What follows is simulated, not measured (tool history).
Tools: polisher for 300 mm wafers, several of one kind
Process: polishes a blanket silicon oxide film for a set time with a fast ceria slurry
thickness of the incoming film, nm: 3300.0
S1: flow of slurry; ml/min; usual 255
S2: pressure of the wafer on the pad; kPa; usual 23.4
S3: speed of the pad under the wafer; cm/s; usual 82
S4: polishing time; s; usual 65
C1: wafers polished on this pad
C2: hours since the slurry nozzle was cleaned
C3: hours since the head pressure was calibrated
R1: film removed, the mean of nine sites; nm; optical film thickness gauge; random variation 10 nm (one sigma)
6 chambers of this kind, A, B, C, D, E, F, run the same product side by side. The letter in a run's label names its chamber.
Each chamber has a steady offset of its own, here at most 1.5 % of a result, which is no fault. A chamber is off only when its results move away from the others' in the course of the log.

-- hour=2 chamber B: worn pad replaced by a new one
run 1A hour=6.8 | S1=255 S2=23.4 S3=82 S4=65 | C1=185 C2=103.2 C3=351.5 | R1=1061.1
run 2C hour=11.1 | S1=255 S2=23.4 S3=82 S4=65 | C1=378 C2=308.2 C3=775 | R1=1046.9
run 3D hour=17.4 | S1=255 S2=23.4 S3=82 S4=65 | C1=338 C2=93.5 C3=177.2 | R1=1042.5
run 4E hour=21.1 | S1=255 S2=23.4 S3=82 S4=65 | C1=945 C2=22.8 C3=80.7 | R1=1048.4
run 5B hour=24.6 | S1=255 S2=23.4 S3=82 S4=65 | C1=356 C2=383.9 C3=1277.1 | R1=1056.9
run 6F hour=28 | S1=255 S2=23.4 S3=82 S4=65 | C1=512 C2=123.9 C3=1285.6 | R1=1036.1
run 7C hour=33.6 | S1=320 S2=26.9 S3=82 S4=65 | C1=732 C2=330.7 C3=797.5 | R1=1211.4
-- hour=35.6 chamber E: worn pad replaced by a new one
-- hour=36.8 chamber B: worn pad replaced by a new one
run 8F hour=37 | S1=320 S2=26.9 S3=82 S4=65 | C1=653 C2=132.9 C3=1294.6 | R1=1202.2
run 9E hour=40.1 | S1=320 S2=26.9 S3=82 S4=65 | C1=72 C2=41.8 C3=99.7 | R1=1216.6
-- hour=42.5 chamber C: worn pad replaced by a new one
run 10B hour=44.5 | S1=320 S2=26.9 S3=82 S4=65 | C1=121 C2=403.8 C3=1297 | R1=1242.6
-- hour=48.4 chamber A: worn pad replaced by a new one
run 11A hour=50.6 | S1=320 S2=26.9 S3=82 S4=65 | C1=35 C2=147 C3=395.3 | R1=1225.6
-- hour=52.1 chamber D: worn pad replaced by a new one
run 12D hour=54.4 | S1=320 S2=26.9 S3=82 S4=65 | C1=37 C2=130.5 C3=214.2 | R1=1221.3
-- hour=56.5 chamber C: slurry nozzle cleaned
run 13C hour=60.8 | S1=255 S2=23.4 S3=82 S4=65 | C1=288 C2=4.4 C3=824.7 | R1=1056.8
-- hour=65.2 chamber B: head pressure recalibrated
run 14A hour=65.7 | S1=255 S2=23.4 S3=82 S4=65 | C1=272 C2=162.1 C3=410.4 | R1=1065.5
-- hour=67.9 chamber F: worn pad replaced by a new one
-- hour=68.1 chamber F: head pressure recalibrated
run 15D hour=70.4 | S1=255 S2=23.4 S3=82 S4=65 | C1=288 C2=146.5 C3=230.2 | R1=1058.6
run 16E hour=75.8 | S1=255 S2=23.4 S3=82 S4=65 | C1=632 C2=77.5 C3=135.4 | R1=1060.3
-- hour=77.3 chamber A: head pressure recalibrated
-- hour=78.3 chamber B: worn pad replaced by a new one
run 17B hour=80.2 | S1=255 S2=23.4 S3=82 S4=65 | C1=30 C2=439.5 C3=15.1 | R1=1147.2
run 18F hour=84.1 | S1=255 S2=23.4 S3=82 S4=65 | C1=255 C2=180 C3=16 | R1=1040.2
run 19D hour=89.6 | S1=185 S2=23.4 S3=70 S4=65 | C1=590 C2=165.7 C3=249.4 | R1=877.96
run 20B hour=93.1 | S1=185 S2=23.4 S3=70 S4=65 | C1=233 C2=452.4 C3=28 | R1=950.19
-- hour=93.5 chamber E: worn pad replaced by a new one
run 21C hour=98.2 | S1=185 S2=23.4 S3=70 S4=65 | C1=876 C2=41.8 C3=862.1 | R1=861.05
run 22F hour=102.2 | S1=185 S2=23.4 S3=70 S4=65 | C1=539 C2=198.1 C3=34.1 | R1=852.96
-- hour=102.9 chamber C: worn pad replaced by a new one
run 23E hour=108.3 | S1=185 S2=23.4 S3=70 S4=65 | C1=232 C2=110 C3=167.9 | R1=866.85
-- hour=110.2 chamber D: worn pad replaced by a new one
run 24A hour=114.5 | S1=185 S2=23.4 S3=70 S4=65 | C1=1039 C2=210.9 C3=37.3 | R1=867.48
-- hour=116 chamber A: worn pad replaced by a new one
run 25F hour=118.4 | S1=255 S2=23.4 S3=82 S4=65 | C1=794 C2=214.3 C3=50.3 | R1=1053.2
-- hour=119.1 chamber B: worn pad replaced by a new one
run 26C hour=122.8 | S1=255 S2=23.4 S3=82 S4=65 | C1=313 C2=66.4 C3=886.7 | R1=1029.4
run 27E hour=126.3 | S1=255 S2=23.4 S3=82 S4=65 | C1=515 C2=128 C3=185.9 | R1=1023.9
run 28A hour=130.4 | S1=255 S2=23.4 S3=82 S4=65 | C1=227 C2=226.8 C3=53.2 | R1=1058.8
-- hour=130.7 chamber F: worn pad replaced by a new one
run 29D hour=135.8 | S1=255 S2=23.4 S3=82 S4=65 | C1=402 C2=211.9 C3=295.6 | R1=1072.7
run 30B hour=141.9 | S1=255 S2=23.4 S3=82 S4=65 | C1=358 C2=501.2 C3=76.8 | R1=1134.3
run 31E hour=145.5 | S1=195 S2=23.4 S3=82 S4=65 | C1=816 C2=147.2 C3=205.1 | R1=1004.5
run 32A hour=149.1 | S1=195 S2=23.4 S3=82 S4=65 | C1=521 C2=245.5 C3=71.9 | R1=1028.8
-- hour=152.8 chamber B: worn pad replaced by a new one
run 33F hour=154 | S1=195 S2=23.4 S3=82 S4=65 | C1=366 C2=249.9 C3=85.9 | R1=1017.6
run 34B hour=158.1 | S1=195 S2=23.4 S3=82 S4=65 | C1=83 C2=517.4 C3=93 | R1=1110
run 35C hour=161.8 | S1=195 S2=23.4 S3=82 S4=65 | C1=926 C2=105.4 C3=925.7 | R1=1009.9
run 36D hour=165 | S1=195 S2=23.4 S3=82 S4=65 | C1=861 C2=241.1 C3=324.8 | R1=1034.4
-- hour=167.9 chamber D: worn pad replaced by a new one
run 37D hour=168.1 | S1=255 S2=23.4 S3=82 S4=65 | C1=3 C2=244.2 C3=327.9 | R1=1069.6

Next, every chamber runs the same settings. What will each give?
run 38A hour=173.2 | S1=255 S2=23.4 S3=82 S4=65 | R1=?
run 38B hour=173.2 | S1=255 S2=23.4 S3=82 S4=65 | R1=?
run 38C hour=173.2 | S1=255 S2=23.4 S3=82 S4=65 | R1=?
run 38D hour=173.2 | S1=255 S2=23.4 S3=82 S4=65 | R1=?
run 38E hour=173.2 | S1=255 S2=23.4 S3=82 S4=65 | R1=?
run 38F hour=173.2 | S1=255 S2=23.4 S3=82 S4=65 | R1=?

run=38A R1=1042.2
run=38B R1=1144.2
run=38C R1=1046.3
run=38D R1=1036.9
run=38E R1=1046.8
run=38F R1=1042.9
